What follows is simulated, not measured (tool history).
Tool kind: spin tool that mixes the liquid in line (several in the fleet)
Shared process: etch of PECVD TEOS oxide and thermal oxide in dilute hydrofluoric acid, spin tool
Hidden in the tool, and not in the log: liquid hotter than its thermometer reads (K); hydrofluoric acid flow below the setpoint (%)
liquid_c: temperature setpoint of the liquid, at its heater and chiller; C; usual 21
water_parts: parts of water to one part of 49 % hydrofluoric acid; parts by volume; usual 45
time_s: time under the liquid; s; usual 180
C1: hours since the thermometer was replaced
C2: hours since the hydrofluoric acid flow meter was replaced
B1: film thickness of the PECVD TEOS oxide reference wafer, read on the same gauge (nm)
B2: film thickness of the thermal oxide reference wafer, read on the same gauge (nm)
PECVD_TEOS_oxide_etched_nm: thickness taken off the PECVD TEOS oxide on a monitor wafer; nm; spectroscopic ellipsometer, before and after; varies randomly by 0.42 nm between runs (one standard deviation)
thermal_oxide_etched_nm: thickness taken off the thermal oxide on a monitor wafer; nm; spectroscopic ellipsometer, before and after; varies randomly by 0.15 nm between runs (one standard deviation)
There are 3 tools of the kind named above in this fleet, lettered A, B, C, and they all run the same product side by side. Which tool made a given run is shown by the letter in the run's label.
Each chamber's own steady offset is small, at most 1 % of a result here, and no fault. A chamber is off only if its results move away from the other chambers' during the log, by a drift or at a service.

{"run": "1B", "day": 0.308, "liquid_c": 21, "water_parts": 45, "time_s": 180, "C1": 1632.3, "C2": 1304.9, "B1": 129.99, "B2": 29.996, "PECVD_TEOS_oxide_etched_nm": 51.827, "thermal_oxide_etched_nm": 17.837}
{"run": "2A", "day": 0.783, "liquid_c": 21, "water_parts": 45, "time_s": 180, "C1": 2031.4, "C2": 1336.8, "B1": 129.99, "B2": 29.991, "PECVD_TEOS_oxide_etched_nm": 52.51, "thermal_oxide_etched_nm": 17.934}
{"run": "3C", "day": 1.338, "liquid_c": 21, "water_parts": 45, "time_s": 180, "C1": 1934.1, "C2": 210.5, "B1": 130.01, "B2": 30.005, "PECVD_TEOS_oxide_etched_nm": 52.659, "thermal_oxide_etched_nm": 17.755}
{"run": "4C", "day": 1.596, "liquid_c": 21, "water_parts": 45, "time_s": 180, "C1": 1940.3, "C2": 216.7, "B1": 130.0, "B2": 29.999, "PECVD_TEOS_oxide_etched_nm": 52.681, "thermal_oxide_etched_nm": 17.892}
{"run": "5B", "day": 2.1, "liquid_c": 21, "water_parts": 45, "time_s": 180, "C1": 1675.3, "C2": 1347.9, "B1": 130.0, "B2": 30.01, "PECVD_TEOS_oxide_etched_nm": 52.577, "thermal_oxide_etched_nm": 17.901}
{"run": "6A", "day": 2.479, "liquid_c": 21, "water_parts": 45, "time_s": 180, "C1": 2072.1, "C2": 1377.5, "B1": 130.02, "B2": 30.012, "PECVD_TEOS_oxide_etched_nm": 52.46, "thermal_oxide_etched_nm": 17.669}
{"run": "7B", "day": 2.954, "liquid_c": 21, "water_parts": 45, "time_s": 180, "C1": 1695.8, "C2": 1368.4, "B1": 129.99, "B2": 29.981, "PECVD_TEOS_oxide_etched_nm": 52.551, "thermal_oxide_etched_nm": 17.852}
{"run": "8A", "day": 3.388, "liquid_c": 21, "water_parts": 45, "time_s": 180, "C1": 2093.9, "C2": 1399.3, "B1": 130.0, "B2": 29.981, "PECVD_TEOS_oxide_etched_nm": 52.357, "thermal_oxide_etched_nm": 17.797}
{"run": "9C", "day": 3.929, "liquid_c": 21, "water_parts": 45, "time_s": 240, "C1": 1996.3, "C2": 272.7, "B1": 129.99, "B2": 29.996, "PECVD_TEOS_oxide_etched_nm": 71.505, "thermal_oxide_etched_nm": 23.933}
{"run": "10A", "day": 4.517, "liquid_c": 21, "water_parts": 45, "time_s": 240, "C1": 2121.0, "C2": 1426.4, "B1": 130.0, "B2": 30.025, "PECVD_TEOS_oxide_etched_nm": 70.49, "thermal_oxide_etched_nm": 23.498}
{"run": "11C", "day": 4.888, "liquid_c": 21, "water_parts": 45, "time_s": 240, "C1": 2019.3, "C2": 295.7, "B1": 130.0, "B2": 29.975, "PECVD_TEOS_oxide_etched_nm": 69.712, "thermal_oxide_etched_nm": 23.711}
{"run": "12B", "day": 5.371, "liquid_c": 21, "water_parts": 45, "time_s": 180, "C1": 1753.8, "C2": 1426.4, "B1": 129.99, "B2": 29.98, "PECVD_TEOS_oxide_etched_nm": 52.447, "thermal_oxide_etched_nm": 17.969}
{"run": "13B", "day": 5.958, "liquid_c": 21, "water_parts": 45, "time_s": 180, "C1": 1767.9, "C2": 1440.5, "B1": 129.99, "B2": 29.969, "PECVD_TEOS_oxide_etched_nm": 52.191, "thermal_oxide_etched_nm": 17.75}
{"run": "14A", "day": 6.446, "liquid_c": 21, "water_parts": 45, "time_s": 180, "C1": 2167.3, "C2": 1472.7, "B1": 130.01, "B2": 29.987, "PECVD_TEOS_oxide_etched_nm": 53.103, "thermal_oxide_etched_nm": 17.646}
{"run": "15C", "day": 6.8, "liquid_c": 21, "water_parts": 45, "time_s": 180, "C1": 2065.2, "C2": 341.6, "B1": 130.0, "B2": 29.982, "PECVD_TEOS_oxide_etched_nm": 52.079, "thermal_oxide_etched_nm": 17.931}
{"run": "16B", "day": 7.346, "liquid_c": 21, "water_parts": 45, "time_s": 180, "C1": 1801.2, "C2": 1473.8, "B1": 130.01, "B2": 29.992, "PECVD_TEOS_oxide_etched_nm": 53.039, "thermal_oxide_etched_nm": 17.855}
{"day": 7.438, "done": "chamber B: hydrofluoric acid flow meter replaced"}
{"run": "17C", "day": 7.683, "liquid_c": 21, "water_parts": 45, "time_s": 180, "C1": 2086.4, "C2": 362.8, "B1": 130.0, "B2": 30.036, "PECVD_TEOS_oxide_etched_nm": 52.81, "thermal_oxide_etched_nm": 17.629}
{"run": "18A", "day": 7.958, "liquid_c": 17, "water_parts": 45, "time_s": 125, "C1": 2203.6, "C2": 1509.0, "B1": 130.0, "B2": 29.971, "PECVD_TEOS_oxide_etched_nm": 30.434, "thermal_oxide_etched_nm": 10.421}
{"run": "19A", "day": 8.258, "liquid_c": 17, "water_parts": 45, "time_s": 125, "C1": 2210.8, "C2": 1516.2, "B1": 130.0, "B2": 30.021, "PECVD_TEOS_oxide_etched_nm": 30.686, "thermal_oxide_etched_nm": 10.382}
{"run": "20B", "day": 8.767, "liquid_c": 17, "water_parts": 45, "time_s": 125, "C1": 1835.3, "C2": 31.9, "B1": 130.01, "B2": 29.991, "PECVD_TEOS_oxide_etched_nm": 30.299, "thermal_oxide_etched_nm": 10.406}
{"run": "21C", "day": 9.129, "liquid_c": 21, "water_parts": 45, "time_s": 180, "C1": 2121.1, "C2": 397.5, "B1": 129.99, "B2": 29.964, "PECVD_TEOS_oxide_etched_nm": 52.852, "thermal_oxide_etched_nm": 17.868}

Read the log: is a single chamber off, either drifting away or since a service, is the gauge that measures every chamber drifting, or is nothing wrong beyond small per-chamber offsets? Name any odd chamber and what most likely caused it.

Nothing is wrong: each chamber keeps only its own small, steady offset and the gauge holds still.

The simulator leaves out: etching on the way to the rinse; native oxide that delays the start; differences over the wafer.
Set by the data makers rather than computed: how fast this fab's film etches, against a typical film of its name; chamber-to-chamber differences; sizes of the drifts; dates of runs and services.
